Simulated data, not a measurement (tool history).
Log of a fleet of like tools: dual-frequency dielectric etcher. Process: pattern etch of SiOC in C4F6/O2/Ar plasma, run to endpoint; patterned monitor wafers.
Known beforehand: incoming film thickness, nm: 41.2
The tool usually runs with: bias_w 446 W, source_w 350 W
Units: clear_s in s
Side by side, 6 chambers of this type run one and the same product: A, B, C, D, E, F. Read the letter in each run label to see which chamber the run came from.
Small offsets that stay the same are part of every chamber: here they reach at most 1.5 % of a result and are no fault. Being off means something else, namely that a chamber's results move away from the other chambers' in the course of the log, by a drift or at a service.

run   hour  bias_w  source_w  clear_s
 1B    4.9     446       350   15.436
 2C   13.1     446       350   15.067
 3A   20.6     446       350   14.986
 4E   25.8     446       350   15.162
 5D   34.4     446       350   15.376
 6F   38.6     446       350   14.961
 7D   48.1     357       420   15.454
 8E   56.6     357       420   15.323
 9B   63.9     357       420   15.403
10A   69.5     357       420   15.246
11C   75.9     357       420   15.354
12F   84.3     357       420   15.141
13B   90.4     446       350   15.250
14E   95.9     446       350   15.195
15D  100.3     446       350   15.324
16A  107.8     446       380   14.498
17F  113.2     446       380   14.460
18C  120.3     446       380   14.603
19A  128.6     446       380   14.611
20E  136.6     446       380   14.653
21D  142.1     446       380   14.895
22B  150.8     446       350   15.345
23F  155.4     446       350   14.963
     160.8  -- chamber C: wet clean of the chamber
24C  163.5     446       350   15.148
     167.7  -- chamber E: wet clean of the chamber
25D  172.6     446       350   15.428
26E  182.1     446       350   14.962
27A  187.4     446       430   13.926
     191.0  -- chamber A: wet clean of the chamber
28B  192.6     446       430   14.082
29C  199.9     446       430   13.874
30F  208.4     446       430   14.040
31D  215.4     446       430   14.119
32F  220.3     446       430   13.861
33A  224.7     446       350   14.970
34C  229.3     364       290   17.461
35B  236.5     364       290   17.755
36E  245.6     364       290   17.467
     253.7  -- chamber C: source power generator calibrated
37C  254.2     364       290   17.362
38A  262.9     364       290   17.479
39D  268.9     364       290   17.687
40F  274.3     446       350   14.981

The same settings go to every chamber for the next run, one line per chamber below. Forecast the results for each:
41A  281.2     446       300        ?
41B  281.2     446       300        ?
41C  281.2     446       300        ?
41D  281.2     446       300        ?
41E  281.2     446       300        ?
41F  281.2     446       300        ?

run  clear_s
41A   16.000
41B   16.258
41C   15.920
41D   16.136
41E   16.066
41F   15.844
